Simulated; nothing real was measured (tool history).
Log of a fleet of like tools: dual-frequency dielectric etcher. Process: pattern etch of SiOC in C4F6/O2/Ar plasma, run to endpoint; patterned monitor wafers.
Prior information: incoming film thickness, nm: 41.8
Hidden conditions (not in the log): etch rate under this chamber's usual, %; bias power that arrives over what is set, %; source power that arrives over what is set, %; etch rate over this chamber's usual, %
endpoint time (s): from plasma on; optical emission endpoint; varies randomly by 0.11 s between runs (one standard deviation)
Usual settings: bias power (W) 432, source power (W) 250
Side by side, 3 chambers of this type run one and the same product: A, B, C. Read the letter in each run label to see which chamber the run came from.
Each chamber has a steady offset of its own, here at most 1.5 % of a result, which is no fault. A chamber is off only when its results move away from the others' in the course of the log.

run   hour  bias power (W)  source power (W)  hours since the last wet clean  hours since the last bias power generator calibration  hours since the last source power generator calibration  endpoint time (s)
 1A   12.7             432               250                           290.3                                                  290.7                                                   2494.2             17.881
 2C   21.5             432               250                            98.7                                                 1226.1                                                   2262.9             17.853
 3B     30             432               250                           228.2                                                    677                                                   2172.1             17.642
 4B   39.5             432               250                           237.7                                                  686.5                                                   2181.6             17.338
 5C   51.1             432               250                           128.3                                                 1255.7                                                   2292.5             17.541
 6A   58.8             432               250                           336.4                                                  336.8                                                   2540.3             17.926
 7A   67.4             432               250                             345                                                  345.4                                                   2548.9             17.973
 8B   78.5             517               250                           276.7                                                  725.5                                                   2220.6             16.312
 9C   84.9             517               250                           162.1                                                 1289.5                                                   2326.3             16.546
10C   97.4             517               250                           174.6                                                   1302                                                   2338.8             16.485
11B  103.9             432               250                           302.1                                                  750.9                                                     2246             17.738
12A    111             432               250                           388.6                                                    389                                                   2592.5             18.252
13C  121.8             432               250                             199                                                 1326.4                                                   2363.2             17.744
14B  131.7             432               250                           329.9                                                  778.7                                                   2273.8             17.503
15A  137.4             432               250                             415                                                  415.4                                                   2618.9             18.309
16B  143.5             432               250                           341.7                                                  790.5                                                   2285.6              17.67
17C  155.6             432               250                           232.8                                                 1360.2                                                     2397             17.534
18A  161.4             432               250                             439                                                  439.4                                                   2642.9             18.423
19B  169.7             432               250                           367.9                                                  816.7                                                   2311.8              17.61
20A  181.8             432               250                           459.4                                                  459.8                                                   2663.3             18.497
21C  192.4             432               250                           269.6                                                   1397                                                   2433.8             17.758
22C  199.4             432               250                           276.6                                                   1404                                                   2440.8             17.672
23A  207.9             432               270                           485.5                                                  485.9                                                   2689.4             18.076

Decide between three cases: one chamber stands off from its peers, the gauge reading all wafers drifts, or nothing is wrong past each chamber's small offset. Where a chamber is off, say which and what most likely put it there.

Chamber A drifts away from the others.
Likeliest cause: etch rate under this chamber's usual, % = 3.47.

Here are 4 candidates for chamber A's next run, each the usual settings with a change, their results left as question marks. Which one brings its results back in line with what the others give on the usual settings?
A result is in line if it is within this distance of the other chambers' mean on the usual settings: endpoint time (s) 0.37
24A-1  217.3             432               220                                                                                                                                                                  ?
24A-2  217.3             432               320                                                                                                                                                                  ?
24A-3  217.3             432               200                                                                                                                                                                  ?
24A-4  217.3             491               250                                                                                                                                                                  ?

The mean the other chambers reach with the usual settings: endpoint time (s) 17.591
  run  endpoint time (s)
24A-1             19.422
24A-2             16.922
24A-3             20.112
24A-4             17.664
24A-4 brings the chamber back in line.

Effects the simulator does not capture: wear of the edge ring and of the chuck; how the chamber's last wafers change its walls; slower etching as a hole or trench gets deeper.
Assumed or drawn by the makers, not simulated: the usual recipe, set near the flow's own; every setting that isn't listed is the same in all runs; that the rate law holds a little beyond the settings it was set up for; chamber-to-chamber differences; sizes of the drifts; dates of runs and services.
